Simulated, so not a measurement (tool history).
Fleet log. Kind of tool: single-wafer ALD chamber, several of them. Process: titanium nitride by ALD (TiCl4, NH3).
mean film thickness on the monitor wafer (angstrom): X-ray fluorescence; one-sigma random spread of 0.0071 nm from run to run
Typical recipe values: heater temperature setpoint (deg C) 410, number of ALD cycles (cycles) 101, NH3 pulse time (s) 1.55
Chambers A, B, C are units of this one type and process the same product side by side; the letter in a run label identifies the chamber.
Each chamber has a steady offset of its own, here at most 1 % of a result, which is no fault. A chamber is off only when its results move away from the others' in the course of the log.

run,hour,heater temperature setpoint (deg C),number of ALD cycles (cycles),NH3 pulse time (s),hours since the last thermocouple change,"read-back reference wafer on the same gauge, thickness_nm",mean film thickness on the monitor wafer (angstrom)
1A,3.0,410,101,1.55,967.7,2.5503,22.075
2C,6.0,410,101,1.55,1617.4,2.5525,22.111
3B,9.3,410,101,1.55,2464.2,2.5507,22.121
4A,14.7,410,101,1.55,979.4,2.5516,22.179
5B,19.7,410,101,1.55,2474.6,2.5483,22.152
6C,22.8,410,101,1.55,1634.2,2.5508,22.183
7C,28.3,410,101,1.55,1639.7,2.5504,22.046
8A,32.3,410,101,1.55,997.0,2.5507,22.080
9B,36.4,410,101,1.55,2491.3,2.5489,22.116
10C,41.4,410,101,1.55,1652.8,2.5523,22.117
11B,47.0,410,101,1.55,2501.9,2.5499,22.047
12A,52.1,410,101,1.55,1016.8,2.5486,22.260
13C,54.8,410,101,1.55,1666.2,2.5494,22.102
14B,60.1,410,101,1.55,2515.0,2.5521,22.009
15A,65.5,410,101,1.55,1030.2,2.5513,22.106
16C,69.2,410,101,1.55,1680.6,2.5504,22.029
17A,71.8,410,101,1.55,1036.5,2.5498,22.239
18B,76.5,410,101,1.55,2531.4,2.5497,22.022
19A,79.6,410,101,1.55,1044.3,2.5485,22.238
20C,84.0,410,101,1.55,1695.4,2.5502,22.222
21B,89.4,410,101,1.55,2544.3,2.5494,22.072
22A,94.7,410,101,1.55,1059.4,2.5495,22.270
23B,100.5,410,101,1.55,2555.4,2.5486,21.995
24C,103.9,410,101,1.55,1715.3,2.5502,22.126
25B,107.5,410,101,1.55,2562.4,2.5484,21.940
26C,112.0,410,101,1.55,1723.4,2.5506,22.163
27A,117.5,410,101,1.55,1082.2,2.5498,22.111
28C,121.9,410,101,1.55,1733.3,2.5502,22.113
29A,127.3,410,101,1.55,1092.0,2.5505,22.120
30B,129.8,410,101,1.55,2584.7,2.5499,21.985
31C,133.5,400,101,1.55,1744.9,2.5496,22.049
32A,137.3,400,101,1.55,1102.0,2.5482,22.016
33B,142.5,400,101,1.55,2597.4,2.5509,21.867
34B,146.1,410,101,1.55,2601.0,2.5502,21.924
35A,151.8,410,101,1.55,1116.5,2.5510,22.155
36C,156.8,410,81,1.55,1768.2,2.5515,17.784
37A,160.2,410,81,1.55,1124.9,2.5518,17.784
38C,165.8,410,81,1.55,1777.2,2.5487,17.742
39B,170.9,400,101,2.10,2625.8,2.5498,22.261
40B,174.0,400,101,2.10,2628.9,2.5472,22.160

Does one chamber stand apart from the rest, does the shared gauge drift, or is all well apart from small per-chamber offsets? Give the chamber and the most likely cause, where there is one.

Nothing is wrong: each chamber keeps only its own small, steady offset and the gauge holds still.

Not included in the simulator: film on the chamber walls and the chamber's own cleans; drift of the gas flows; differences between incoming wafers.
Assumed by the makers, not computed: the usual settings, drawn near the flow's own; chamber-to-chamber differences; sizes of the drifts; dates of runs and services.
